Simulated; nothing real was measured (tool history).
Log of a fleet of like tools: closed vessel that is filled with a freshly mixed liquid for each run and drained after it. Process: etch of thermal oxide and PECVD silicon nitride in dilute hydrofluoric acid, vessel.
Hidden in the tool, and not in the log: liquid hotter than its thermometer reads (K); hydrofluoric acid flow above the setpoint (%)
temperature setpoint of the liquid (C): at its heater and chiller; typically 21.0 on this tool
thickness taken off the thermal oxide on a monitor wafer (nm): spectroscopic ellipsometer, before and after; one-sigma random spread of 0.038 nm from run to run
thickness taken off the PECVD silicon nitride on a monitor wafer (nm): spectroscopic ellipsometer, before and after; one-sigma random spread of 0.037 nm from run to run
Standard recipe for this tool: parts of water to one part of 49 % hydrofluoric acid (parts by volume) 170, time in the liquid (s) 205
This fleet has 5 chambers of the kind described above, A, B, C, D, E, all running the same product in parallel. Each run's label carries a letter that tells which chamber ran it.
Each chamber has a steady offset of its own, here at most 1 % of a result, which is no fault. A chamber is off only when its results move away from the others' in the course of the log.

run,hour,temperature setpoint of the liquid (C),parts of water to one part of 49 % hydrofluoric acid (parts by volume),time in the liquid (s),hours since the thermometer was replaced,hours since the hydrofluoric acid flow meter was replaced,"read-back film thickness of the thermal oxide reference wafer, read on the same gauge (nm)","read-back film thickness of the PECVD silicon nitride reference wafer, read on the same gauge (nm)",thickness taken off the thermal oxide on a monitor wafer (nm),thickness taken off the PECVD silicon nitride on a monitor wafer (nm)
1C,11.3,21.0,170,205,809.9,2251.6,49.990,80.002,5.0269,3.5493
2D,21.5,21.0,170,205,484.7,1464.1,50.016,79.979,4.9424,3.5651
# hour 25.3: chamber A: hydrofluoric acid flow meter replaced
3B,28.9,21.0,170,205,1180.4,198.3,50.004,80.006,4.9006,3.5759
4A,41.3,21.0,170,205,342.5,16.1,49.976,79.958,4.9141,3.5771
5E,53.8,21.0,170,205,1448.0,76.7,50.010,80.031,4.9932,3.5398
6C,64.8,21.0,170,205,863.4,2305.1,50.003,79.998,4.9195,3.6416
7A,74.1,21.0,170,205,375.3,48.9,50.011,79.976,4.9726,3.4986
8E,80.3,21.0,170,205,1474.5,103.2,50.016,80.028,4.8977,3.5314
9B,86.9,21.0,170,205,1238.4,256.3,49.996,79.965,4.9032,3.5686
10D,98.6,21.0,170,205,561.8,1541.2,49.999,79.998,5.0284,3.5001
11D,107.3,21.0,170,205,570.5,1549.9,50.015,79.972,4.9723,3.5107
12B,113.8,21.0,170,205,1265.3,283.2,50.005,80.005,4.8767,3.5422
13E,127.0,21.0,170,205,1521.2,149.9,50.009,80.003,4.9157,3.5700
14A,137.4,21.0,170,205,438.6,112.2,50.016,80.006,4.9475,3.6181
15C,144.4,21.0,170,205,943.0,2384.7,50.014,80.004,4.8709,3.5484
16D,156.2,21.0,170,205,619.4,1598.8,49.996,80.005,4.9481,3.5601
17A,166.5,21.0,170,205,467.7,141.3,50.013,79.997,5.0782,3.6402
18B,173.6,21.0,170,205,1325.1,343.0,49.987,80.006,4.9430,3.5269
19E,181.3,21.0,170,205,1575.5,204.2,50.007,79.990,4.9951,3.5355
20C,194.9,21.0,170,205,993.5,2435.2,50.002,79.954,4.9003,3.5390
21B,205.8,21.0,170,205,1357.3,375.2,50.003,79.986,4.9372,3.5576
22E,212.2,21.0,170,205,1606.4,235.1,49.994,79.996,4.9922,3.5030
23C,219.9,21.0,170,205,1018.5,2460.2,50.005,79.994,4.9479,3.5560
24A,230.8,21.0,170,205,532.0,205.6,50.023,79.984,5.1051,3.8368
25D,238.3,21.0,170,205,701.5,1680.9,50.006,80.011,4.9838,3.5381
# hour 244.9: chamber C: hydrofluoric acid flow meter replaced
26A,245.1,21.0,170,205,546.3,219.9,50.001,79.974,5.1854,3.8102
27B,257.3,21.0,170,205,1408.8,426.7,49.992,79.994,4.9233,3.5567
28D,264.8,21.0,170,205,728.0,1707.4,50.011,80.015,4.9855,3.5344
29E,271.9,21.0,170,205,1666.1,294.8,50.010,80.001,4.9952,3.5930
30C,281.0,21.0,170,205,1079.6,36.1,49.995,79.995,4.9523,3.5708
31E,292.7,18.5,170,160,1686.9,315.6,50.003,80.007,3.5280,2.3578
32C,304.8,18.5,170,160,1103.4,59.9,49.985,80.007,3.4508,2.3337
33B,313.3,18.5,170,160,1464.8,482.7,49.992,80.003,3.4767,2.3818
34D,323.3,18.5,170,160,786.5,1765.9,50.006,80.001,3.5736,2.3143
35A,331.4,18.5,170,160,632.6,306.2,50.028,80.023,3.7535,2.6289
36E,341.7,21.0,170,205,1735.9,364.6,50.005,80.010,4.9896,3.5835
37A,352.5,21.0,170,205,653.7,327.3,50.005,79.989,5.3784,4.0920

The same settings go to every chamber for the next run, one line per chamber below. Forecast the results for each:
38A,362.9,21.0,170,205,,,,,?,?
38B,362.9,21.0,170,205,,,,,?,?
38C,362.9,21.0,170,205,,,,,?,?
38D,362.9,21.0,170,205,,,,,?,?
38E,362.9,21.0,170,205,,,,,?,?

run,thickness taken off the thermal oxide on a monitor wafer (nm),thickness taken off the PECVD silicon nitride on a monitor wafer (nm)
38A,5.4624,4.0690
38B,4.9348,3.5540
38C,4.9435,3.5320
38D,4.9591,3.5123
38E,5.0212,3.5422

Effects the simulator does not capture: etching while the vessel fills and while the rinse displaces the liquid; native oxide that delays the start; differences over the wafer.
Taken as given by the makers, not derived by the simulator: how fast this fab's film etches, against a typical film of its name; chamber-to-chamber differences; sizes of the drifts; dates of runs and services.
